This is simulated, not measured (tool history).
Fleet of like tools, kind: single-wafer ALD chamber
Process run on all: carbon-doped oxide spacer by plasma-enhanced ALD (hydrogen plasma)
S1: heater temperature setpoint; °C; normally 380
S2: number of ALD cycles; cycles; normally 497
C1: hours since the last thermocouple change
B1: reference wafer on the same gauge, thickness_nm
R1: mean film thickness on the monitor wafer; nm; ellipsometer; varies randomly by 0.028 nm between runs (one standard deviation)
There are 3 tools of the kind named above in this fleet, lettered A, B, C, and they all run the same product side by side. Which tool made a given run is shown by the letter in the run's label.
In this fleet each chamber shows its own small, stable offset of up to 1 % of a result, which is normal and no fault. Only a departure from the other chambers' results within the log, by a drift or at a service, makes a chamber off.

run 1A hour=5.0 | S1=380 S2=497 | C1=1076.3 | B1=22.495 | R1=24.820
run 2C hour=15.5 | S1=380 S2=497 | C1=88.5 | B1=22.490 | R1=24.984
run 3B hour=22.5 | S1=380 S2=497 | C1=170.3 | B1=22.486 | R1=25.010
run 4B hour=33.7 | S1=380 S2=497 | C1=181.5 | B1=22.477 | R1=24.956
run 5C hour=40.3 | S1=380 S2=497 | C1=113.3 | B1=22.474 | R1=25.024
run 6A hour=45.5 | S1=391 S2=497 | C1=1116.8 | B1=22.466 | R1=24.740
run 7C hour=56.5 | S1=391 S2=497 | C1=129.5 | B1=22.464 | R1=24.958
run 8A hour=64.2 | S1=391 S2=497 | C1=1135.5 | B1=22.456 | R1=24.721
run 9B hour=75.0 | S1=380 S2=497 | C1=222.8 | B1=22.455 | R1=24.909
run 10B hour=83.0 | S1=387 S2=421 | C1=230.8 | B1=22.451 | R1=21.097
run 11A hour=93.0 | S1=387 S2=421 | C1=1164.3 | B1=22.439 | R1=20.919
run 12C hour=98.5 | S1=387 S2=421 | C1=171.5 | B1=22.431 | R1=21.186
run 13A hour=104.0 | S1=380 S2=497 | C1=1175.3 | B1=22.432 | R1=24.700
run 14B hour=109.8 | S1=380 S2=497 | C1=257.6 | B1=22.427 | R1=24.901
run 15C hour=115.2 | S1=380 S2=537 | C1=188.2 | B1=22.422 | R1=26.931
run 16B hour=120.1 | S1=380 S2=537 | C1=267.9 | B1=22.426 | R1=26.852
run 17C hour=129.1 | S1=380 S2=537 | C1=202.1 | B1=22.417 | R1=26.929
run 18A hour=140.0 | S1=380 S2=497 | C1=1211.3 | B1=22.405 | R1=24.705
run 19C hour=148.4 | S1=380 S2=497 | C1=221.4 | B1=22.399 | R1=24.924
run 20A hour=155.9 | S1=380 S2=497 | C1=1227.2 | B1=22.403 | R1=24.673

Next, every chamber runs the same settings. What will each give?
run 21A hour=163.9 | S1=380 S2=427 | R1=?
run 21B hour=163.9 | S1=380 S2=427 | R1=?
run 21C hour=163.9 | S1=380 S2=427 | R1=?

run=21A R1=21.249
run=21B R1=21.354
run=21C R1=21.352
